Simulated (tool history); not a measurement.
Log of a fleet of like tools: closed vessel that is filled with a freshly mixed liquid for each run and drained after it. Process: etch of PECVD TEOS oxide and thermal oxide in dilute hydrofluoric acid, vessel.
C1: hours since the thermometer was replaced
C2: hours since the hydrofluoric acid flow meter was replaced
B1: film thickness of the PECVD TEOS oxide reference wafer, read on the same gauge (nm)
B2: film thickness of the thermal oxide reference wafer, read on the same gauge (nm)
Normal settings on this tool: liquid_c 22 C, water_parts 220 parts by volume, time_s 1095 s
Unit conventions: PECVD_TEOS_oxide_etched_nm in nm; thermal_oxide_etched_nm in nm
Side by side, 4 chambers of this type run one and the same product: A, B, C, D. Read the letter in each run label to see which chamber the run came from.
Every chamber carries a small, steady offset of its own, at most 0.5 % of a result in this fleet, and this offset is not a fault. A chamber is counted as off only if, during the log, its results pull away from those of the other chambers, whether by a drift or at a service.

Run 1D, hour 4.4: usual settings; C1 409.3; C2 887.2; B1 120.01; B2 150.02. Result: PECVD_TEOS_oxide_etched_nm 56.272 nm, thermal_oxide_etched_nm 19.163 nm.
Run 2C, hour 11.4: usual settings; C1 175.6; C2 284.3; B1 120; B2 150.02. Result: PECVD_TEOS_oxide_etched_nm 56.146 nm, thermal_oxide_etched_nm 18.982 nm.
Run 3A, hour 17.9: usual settings; C1 293.1; C2 661.4; B1 119.98; B2 150.02. Result: PECVD_TEOS_oxide_etched_nm 55.998 nm, thermal_oxide_etched_nm 19.03 nm.
Run 4B, hour 22.3: usual settings; C1 589.9; C2 247.4; B1 119.99; B2 149.99. Result: PECVD_TEOS_oxide_etched_nm 56.322 nm, thermal_oxide_etched_nm 19.064 nm.
Run 5D, hour 28.4: usual settings; C1 433.3; C2 911.2; B1 120.01; B2 150.05. Result: PECVD_TEOS_oxide_etched_nm 55.662 nm, thermal_oxide_etched_nm 18.941 nm.
Run 6A, hour 32.3: usual settings; C1 307.5; C2 675.8; B1 119.99; B2 149.98. Result: PECVD_TEOS_oxide_etched_nm 55.409 nm, thermal_oxide_etched_nm 19.204 nm.
Run 7B, hour 38.7: usual settings; C1 606.3; C2 263.8; B1 120.01; B2 150. Result: PECVD_TEOS_oxide_etched_nm 56.221 nm, thermal_oxide_etched_nm 19.47 nm.
Run 8C, hour 43: usual settings; C1 207.2; C2 315.9; B1 120.01; B2 149.99. Result: PECVD_TEOS_oxide_etched_nm 55.856 nm, thermal_oxide_etched_nm 19.143 nm.
Run 9A, hour 47.6: usual settings; C1 322.8; C2 691.1; B1 119.99; B2 149.96. Result: PECVD_TEOS_oxide_etched_nm 55.016 nm, thermal_oxide_etched_nm 18.929 nm.
Run 10D, hour 54.4: usual settings but liquid_c 26.5 C, water_parts 130 parts by volume; C1 459.3; C2 937.2; B1 120; B2 150.01. Result: PECVD_TEOS_oxide_etched_nm 121.59 nm, thermal_oxide_etched_nm 41.372 nm.
Run 11B, hour 62.3: usual settings but liquid_c 26.5 C, water_parts 130 parts by volume; C1 629.9; C2 287.4; B1 120.01; B2 150.02. Result: PECVD_TEOS_oxide_etched_nm 125.5 nm, thermal_oxide_etched_nm 42.627 nm.
Run 12C, hour 69: usual settings but liquid_c 26.5 C, water_parts 130 parts by volume; C1 233.2; C2 341.9; B1 119.98; B2 150.01. Result: PECVD_TEOS_oxide_etched_nm 120.63 nm, thermal_oxide_etched_nm 40.998 nm.
Run 13D, hour 75.3: usual settings but liquid_c 26.5 C, water_parts 130 parts by volume; C1 480.2; C2 958.1; B1 120.01; B2 149.99. Result: PECVD_TEOS_oxide_etched_nm 121.39 nm, thermal_oxide_etched_nm 41.449 nm.
Run 14B, hour 82.9: usual settings; C1 650.5; C2 308; B1 119.99; B2 149.98. Result: PECVD_TEOS_oxide_etched_nm 56.011 nm, thermal_oxide_etched_nm 19.007 nm.
Run 15C, hour 88.5: usual settings but liquid_c 17 C; C1 252.7; C2 361.4; B1 120; B2 150.03. Result: PECVD_TEOS_oxide_etched_nm 45.749 nm, thermal_oxide_etched_nm 15.138 nm.
Run 16A, hour 94.5: usual settings but liquid_c 17 C; C1 369.7; C2 738; B1 120; B2 150. Result: PECVD_TEOS_oxide_etched_nm 45.984 nm, thermal_oxide_etched_nm 15.913 nm.
Run 17C, hour 101.3: usual settings but liquid_c 17 C; C1 265.5; C2 374.2; B1 120; B2 150. Result: PECVD_TEOS_oxide_etched_nm 44.848 nm, thermal_oxide_etched_nm 15.233 nm.
Run 18D, hour 107.8: usual settings but liquid_c 17 C; C1 512.7; C2 990.6; B1 119.99; B2 150.02. Result: PECVD_TEOS_oxide_etched_nm 45.947 nm, thermal_oxide_etched_nm 15.635 nm.
Run 19B, hour 114.9: usual settings but liquid_c 20 C, water_parts 130 parts by volume; C1 682.5; C2 340; B1 120; B2 150.02. Result: PECVD_TEOS_oxide_etched_nm 98.084 nm, thermal_oxide_etched_nm 32.798 nm.
Run 20A, hour 119.6: usual settings but liquid_c 20 C, water_parts 130 parts by volume; C1 394.8; C2 763.1; B1 120.01; B2 149.98. Result: PECVD_TEOS_oxide_etched_nm 95.597 nm, thermal_oxide_etched_nm 32.943 nm.
Run 21B, hour 125: usual settings but liquid_c 20 C, water_parts 130 parts by volume; C1 692.6; C2 350.1; B1 120; B2 149.97. Result: PECVD_TEOS_oxide_etched_nm 96.683 nm, thermal_oxide_etched_nm 32.725 nm.
Run 22C, hour 128.7: usual settings but liquid_c 20 C, water_parts 130 parts by volume; C1 292.9; C2 401.6; B1 119.99; B2 150.01. Result: PECVD_TEOS_oxide_etched_nm 93.364 nm, thermal_oxide_etched_nm 31.761 nm.
Run 23A, hour 134.5: usual settings; C1 409.7; C2 778; B1 120; B2 150.02. Result: PECVD_TEOS_oxide_etched_nm 55.648 nm, thermal_oxide_etched_nm 19.206 nm.
Run 24D, hour 140.9: usual settings; C1 545.8; C2 1023.7; B1 120; B2 149.97. Result: PECVD_TEOS_oxide_etched_nm 56.378 nm, thermal_oxide_etched_nm 19.082 nm.
Run 25B, hour 148.6: usual settings; C1 716.2; C2 373.7; B1 119.99; B2 149.96. Result: PECVD_TEOS_oxide_etched_nm 56.033 nm, thermal_oxide_etched_nm 19.198 nm.
Run 26D, hour 154.5: usual settings but water_parts 320 parts by volume; C1 559.4; C2 1037.3; B1 120; B2 149.99. Result: PECVD_TEOS_oxide_etched_nm 35.1 nm, thermal_oxide_etched_nm 11.802 nm.
Run 27A, hour 160.6: usual settings but water_parts 320 parts by volume; C1 435.8; C2 804.1; B1 120; B2 150.04. Result: PECVD_TEOS_oxide_etched_nm 34.618 nm, thermal_oxide_etched_nm 11.91 nm.
Run 28C, hour 167.6: usual settings but water_parts 320 parts by volume; C1 331.8; C2 440.5; B1 119.98; B2 150.01. Result: PECVD_TEOS_oxide_etched_nm 33.449 nm, thermal_oxide_etched_nm 11.429 nm.
Run 29B, hour 171.7: usual settings but water_parts 320 parts by volume; C1 739.3; C2 396.8; B1 119.99; B2 150. Result: PECVD_TEOS_oxide_etched_nm 34.539 nm, thermal_oxide_etched_nm 11.916 nm.
Run 30C, hour 176.6: usual settings but liquid_c 24 C, time_s 460 s; C1 340.8; C2 449.5; B1 120.01; B2 149.99. Result: PECVD_TEOS_oxide_etched_nm 24.171 nm, thermal_oxide_etched_nm 8.1055 nm.
Run 31D, hour 181.2: usual settings but liquid_c 24 C, time_s 460 s; C1 586.1; C2 1064; B1 120.02; B2 149.99. Result: PECVD_TEOS_oxide_etched_nm 25.215 nm, thermal_oxide_etched_nm 8.6396 nm.
Run 32A, hour 185.7: usual settings but liquid_c 24 C, time_s 460 s; C1 460.9; C2 829.2; B1 119.99; B2 149.98. Result: PECVD_TEOS_oxide_etched_nm 25.454 nm, thermal_oxide_etched_nm 8.6494 nm.
Run 33B, hour 193.5: usual settings but liquid_c 24 C, time_s 460 s; C1 761.1; C2 418.6; B1 119.99; B2 150. Result: PECVD_TEOS_oxide_etched_nm 25.276 nm, thermal_oxide_etched_nm 8.6367 nm.

Each of the 4 chambers runs these same settings next. Fill in every chamber's results:
Run 34A, hour 199.1: usual settings but water_parts 325 parts by volume. Result: PECVD_TEOS_oxide_etched_nm ?, thermal_oxide_etched_nm ?.
Run 34B, hour 199.1: usual settings but water_parts 325 parts by volume. Result: PECVD_TEOS_oxide_etched_nm ?, thermal_oxide_etched_nm ?.
Run 34C, hour 199.1: usual settings but water_parts 325 parts by volume. Result: PECVD_TEOS_oxide_etched_nm ?, thermal_oxide_etched_nm ?.
Run 34D, hour 199.1: usual settings but water_parts 325 parts by volume. Result: PECVD_TEOS_oxide_etched_nm ?, thermal_oxide_etched_nm ?.

run  PECVD_TEOS_oxide_etched_nm  thermal_oxide_etched_nm
34A                      34.032                   11.633
34B                      34.493                    11.49
34C                      32.721                   11.184
34D                      34.823                   11.779

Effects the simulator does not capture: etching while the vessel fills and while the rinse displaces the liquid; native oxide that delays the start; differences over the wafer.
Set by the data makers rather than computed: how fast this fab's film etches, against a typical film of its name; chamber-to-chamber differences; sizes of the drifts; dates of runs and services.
